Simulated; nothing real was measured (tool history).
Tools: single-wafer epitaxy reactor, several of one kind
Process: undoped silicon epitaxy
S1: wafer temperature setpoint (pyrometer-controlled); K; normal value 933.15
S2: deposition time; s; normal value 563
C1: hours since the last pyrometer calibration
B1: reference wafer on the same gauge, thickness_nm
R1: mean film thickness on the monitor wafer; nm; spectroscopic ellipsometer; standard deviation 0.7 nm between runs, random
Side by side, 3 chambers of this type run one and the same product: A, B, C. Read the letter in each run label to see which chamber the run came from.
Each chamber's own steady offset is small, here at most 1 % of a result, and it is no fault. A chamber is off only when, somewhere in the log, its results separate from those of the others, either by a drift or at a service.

{"run": "1C", "day": 0.212, "S1": 933.15, "S2": 563, "C1": 839.6, "B1": 108.04, "R1": 117.98}
{"run": "2A", "day": 0.492, "S1": 933.15, "S2": 563, "C1": 860.8, "B1": 107.89, "R1": 117.12}
{"run": "3B", "day": 0.804, "S1": 933.15, "S2": 563, "C1": 204.0, "B1": 108.1, "R1": 117.22}
{"run": "4A", "day": 1.142, "S1": 933.15, "S2": 563, "C1": 876.4, "B1": 108.0, "R1": 117.01}
{"run": "5B", "day": 1.354, "S1": 933.15, "S2": 563, "C1": 217.2, "B1": 108.09, "R1": 116.16}
{"run": "6C", "day": 1.758, "S1": 933.15, "S2": 563, "C1": 876.7, "B1": 108.02, "R1": 119.24}
{"run": "7C", "day": 1.983, "S1": 933.15, "S2": 563, "C1": 882.1, "B1": 107.89, "R1": 118.3}
{"run": "8A", "day": 2.225, "S1": 933.15, "S2": 563, "C1": 902.4, "B1": 108.16, "R1": 118.88}
{"run": "9B", "day": 2.604, "S1": 933.15, "S2": 563, "C1": 247.2, "B1": 107.88, "R1": 116.34}
{"run": "10A", "day": 3.008, "S1": 926.15, "S2": 491, "C1": 921.2, "B1": 107.89, "R1": 89.036}
{"run": "11B", "day": 3.283, "S1": 926.15, "S2": 491, "C1": 263.5, "B1": 107.82, "R1": 87.342}
{"run": "12C", "day": 3.6, "S1": 926.15, "S2": 491, "C1": 920.9, "B1": 108.16, "R1": 88.603}
{"run": "13B", "day": 4.088, "S1": 933.15, "S2": 563, "C1": 282.8, "B1": 107.96, "R1": 117.96}
{"run": "14C", "day": 4.304, "S1": 933.15, "S2": 453, "C1": 937.8, "B1": 108.01, "R1": 95.221}
{"run": "15A", "day": 4.629, "S1": 933.15, "S2": 453, "C1": 960.1, "B1": 108.09, "R1": 96.982}
{"run": "16A", "day": 5.062, "S1": 933.15, "S2": 453, "C1": 970.5, "B1": 107.94, "R1": 97.704}
{"run": "17C", "day": 5.429, "S1": 933.15, "S2": 563, "C1": 964.8, "B1": 108.17, "R1": 117.88}
{"run": "18B", "day": 5.692, "S1": 933.15, "S2": 563, "C1": 321.3, "B1": 108.18, "R1": 116.9}
{"run": "19A", "day": 6.117, "S1": 933.15, "S2": 563, "C1": 995.8, "B1": 108.07, "R1": 122.22}
{"run": "20C", "day": 6.488, "S1": 933.15, "S2": 563, "C1": 990.2, "B1": 107.91, "R1": 117.7}
{"run": "21B", "day": 6.775, "S1": 933.15, "S2": 563, "C1": 347.3, "B1": 108.1, "R1": 116.25}
{"run": "22A", "day": 7.229, "S1": 933.15, "S2": 563, "C1": 1022.5, "B1": 108.03, "R1": 123.05}
{"day": 7.308, "done": "chamber C: pyrometer calibrated"}
{"run": "23B", "day": 7.575, "S1": 933.15, "S2": 563, "C1": 366.5, "B1": 107.85, "R1": 116.14}
{"run": "24C", "day": 7.85, "S1": 933.15, "S2": 563, "C1": 13.0, "B1": 108.01, "R1": 117.24}
{"run": "25A", "day": 8.092, "S1": 933.15, "S2": 563, "C1": 1043.2, "B1": 108.02, "R1": 123.32}
{"run": "26C", "day": 8.338, "S1": 933.15, "S2": 563, "C1": 24.7, "B1": 108.03, "R1": 118.05}
{"run": "27B", "day": 8.8, "S1": 933.15, "S2": 563, "C1": 395.9, "B1": 108.03, "R1": 117.19}
{"run": "28A", "day": 9.179, "S1": 928.15, "S2": 563, "C1": 1069.3, "B1": 108.12, "R1": 112.41}
{"run": "29B", "day": 9.633, "S1": 928.15, "S2": 563, "C1": 415.9, "B1": 108.04, "R1": 106.11}
{"run": "30C", "day": 10.108, "S1": 928.15, "S2": 563, "C1": 67.2, "B1": 108.15, "R1": 106.7}

Next, every chamber runs the same settings. What will each give?
{"run": "31A", "day": 10.458, "S1": 933.15, "S2": 512, "R1": "?"}
{"run": "31B", "day": 10.458, "S1": 933.15, "S2": 512, "R1": "?"}
{"run": "31C", "day": 10.458, "S1": 933.15, "S2": 512, "R1": "?"}

run=31A R1=113.050
run=31B R1=106.150
run=31C R1=107.230

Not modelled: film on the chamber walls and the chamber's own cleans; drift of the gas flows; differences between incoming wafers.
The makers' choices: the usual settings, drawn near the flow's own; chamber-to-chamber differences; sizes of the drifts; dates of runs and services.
